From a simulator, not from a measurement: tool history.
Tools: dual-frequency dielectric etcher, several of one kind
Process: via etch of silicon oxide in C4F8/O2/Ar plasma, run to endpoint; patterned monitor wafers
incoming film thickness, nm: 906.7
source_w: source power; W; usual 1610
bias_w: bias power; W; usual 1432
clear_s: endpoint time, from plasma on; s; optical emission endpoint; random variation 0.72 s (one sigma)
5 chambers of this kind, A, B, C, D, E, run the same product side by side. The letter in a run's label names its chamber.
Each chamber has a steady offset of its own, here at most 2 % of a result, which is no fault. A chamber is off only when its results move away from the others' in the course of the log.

{"run": "1E", "hour": 10.6, "source_w": 1610, "bias_w": 1432, "clear_s": 214.39}
{"hour": 15.3, "done": "chamber B: wet clean of the chamber"}
{"run": "2B", "hour": 18.5, "source_w": 1610, "bias_w": 1432, "clear_s": 213.71}
{"run": "3A", "hour": 25.3, "source_w": 1610, "bias_w": 1432, "clear_s": 216.24}
{"run": "4C", "hour": 36.9, "source_w": 1610, "bias_w": 1432, "clear_s": 215.21}
{"run": "5D", "hour": 43.0, "source_w": 1610, "bias_w": 1432, "clear_s": 212.17}
{"run": "6A", "hour": 53.6, "source_w": 1610, "bias_w": 1432, "clear_s": 217.03}
{"run": "7C", "hour": 64.2, "source_w": 1610, "bias_w": 1432, "clear_s": 214.04}
{"run": "8D", "hour": 70.2, "source_w": 1610, "bias_w": 1432, "clear_s": 212.25}
{"run": "9E", "hour": 80.6, "source_w": 2000, "bias_w": 1601, "clear_s": 191.87}
{"run": "10B", "hour": 86.7, "source_w": 2000, "bias_w": 1601, "clear_s": 189.09}
{"run": "11A", "hour": 95.8, "source_w": 2000, "bias_w": 1601, "clear_s": 192.22}
{"run": "12B", "hour": 107.9, "source_w": 2000, "bias_w": 1601, "clear_s": 188.73}
{"hour": 110.5, "done": "chamber A: wet clean of the chamber"}
{"run": "13E", "hour": 117.4, "source_w": 2000, "bias_w": 1601, "clear_s": 191.29}
{"run": "14C", "hour": 125.4, "source_w": 1260, "bias_w": 1432, "clear_s": 236.6}
{"hour": 127.9, "done": "chamber D: wet clean of the chamber"}
{"run": "15D", "hour": 135.9, "source_w": 1260, "bias_w": 1432, "clear_s": 235.06}
{"run": "16C", "hour": 145.1, "source_w": 1260, "bias_w": 1432, "clear_s": 238.46}
{"run": "17B", "hour": 155.1, "source_w": 1260, "bias_w": 1432, "clear_s": 234.33}
{"run": "18D", "hour": 163.7, "source_w": 1260, "bias_w": 1432, "clear_s": 233.76}
{"run": "19A", "hour": 170.9, "source_w": 1610, "bias_w": 1432, "clear_s": 216.68}
{"run": "20E", "hour": 183.1, "source_w": 1610, "bias_w": 1572, "clear_s": 211.41}
{"run": "21C", "hour": 189.4, "source_w": 1610, "bias_w": 1572, "clear_s": 210.17}
{"run": "22E", "hour": 197.3, "source_w": 1610, "bias_w": 1572, "clear_s": 213.49}
{"run": "23B", "hour": 204.4, "source_w": 1610, "bias_w": 1572, "clear_s": 206.04}
{"run": "24D", "hour": 214.0, "source_w": 1610, "bias_w": 1572, "clear_s": 206.98}
{"run": "25A", "hour": 225.5, "source_w": 1610, "bias_w": 1432, "clear_s": 216.55}
{"run": "26C", "hour": 236.5, "source_w": 1610, "bias_w": 1432, "clear_s": 214.98}
{"run": "27B", "hour": 247.7, "source_w": 1610, "bias_w": 1432, "clear_s": 212.08}
{"run": "28D", "hour": 259.5, "source_w": 1610, "bias_w": 1432, "clear_s": 211.69}
{"run": "29A", "hour": 270.7, "source_w": 1610, "bias_w": 1432, "clear_s": 216.11}
{"run": "30E", "hour": 278.1, "source_w": 1610, "bias_w": 1432, "clear_s": 222.62}
{"hour": 280.3, "done": "chamber C: wet clean of the chamber"}
{"run": "31C", "hour": 288.0, "source_w": 1610, "bias_w": 1432, "clear_s": 215.85}
{"run": "32D", "hour": 296.5, "source_w": 1610, "bias_w": 1432, "clear_s": 211.41}
{"run": "33B", "hour": 305.3, "source_w": 1610, "bias_w": 1432, "clear_s": 212.5}
{"run": "34E", "hour": 317.7, "source_w": 1610, "bias_w": 1432, "clear_s": 223.12}
{"run": "35A", "hour": 325.3, "source_w": 1610, "bias_w": 1432, "clear_s": 217.23}
{"run": "36A", "hour": 335.3, "source_w": 1610, "bias_w": 1432, "clear_s": 217.26}
{"run": "37D", "hour": 348.1, "source_w": 1610, "bias_w": 1432, "clear_s": 211.97}
{"run": "38B", "hour": 360.2, "source_w": 1610, "bias_w": 1432, "clear_s": 213.04}

What goes on in this fleet: one chamber off, a drifting gauge, or nothing beyond the chambers' own small offsets? Name the chamber and the cause, if any.

Chamber E drifts away from the others.
Cause: etch rate under this chamber's usual, % = 4.72.

Here are 4 candidates for chamber E's next run, each the usual settings with a change, their results left as question marks. Which one brings its results back in line with what the others give on the usual settings?
In line means no further than this from the other chambers' mean on the usual settings: clear_s 2.50 s
{"run": "39E-1", "hour": 369.7, "source_w": 1860, "bias_w": 1583, "clear_s": "?"}
{"run": "39E-2", "hour": 369.7, "source_w": 1420, "bias_w": 1432, "clear_s": "?"}
{"run": "39E-3", "hour": 369.7, "source_w": 1380, "bias_w": 1292, "clear_s": "?"}
{"run": "39E-4", "hour": 369.7, "source_w": 1610, "bias_w": 1707, "clear_s": "?"}

The other chambers' mean on the usual settings: clear_s 214.19 s
run=39E-1 clear_s=207.06
run=39E-2 clear_s=237.83
run=39E-3 clear_s=247.52
run=39E-4 clear_s=215.04
39E-4 brings the chamber back in line.
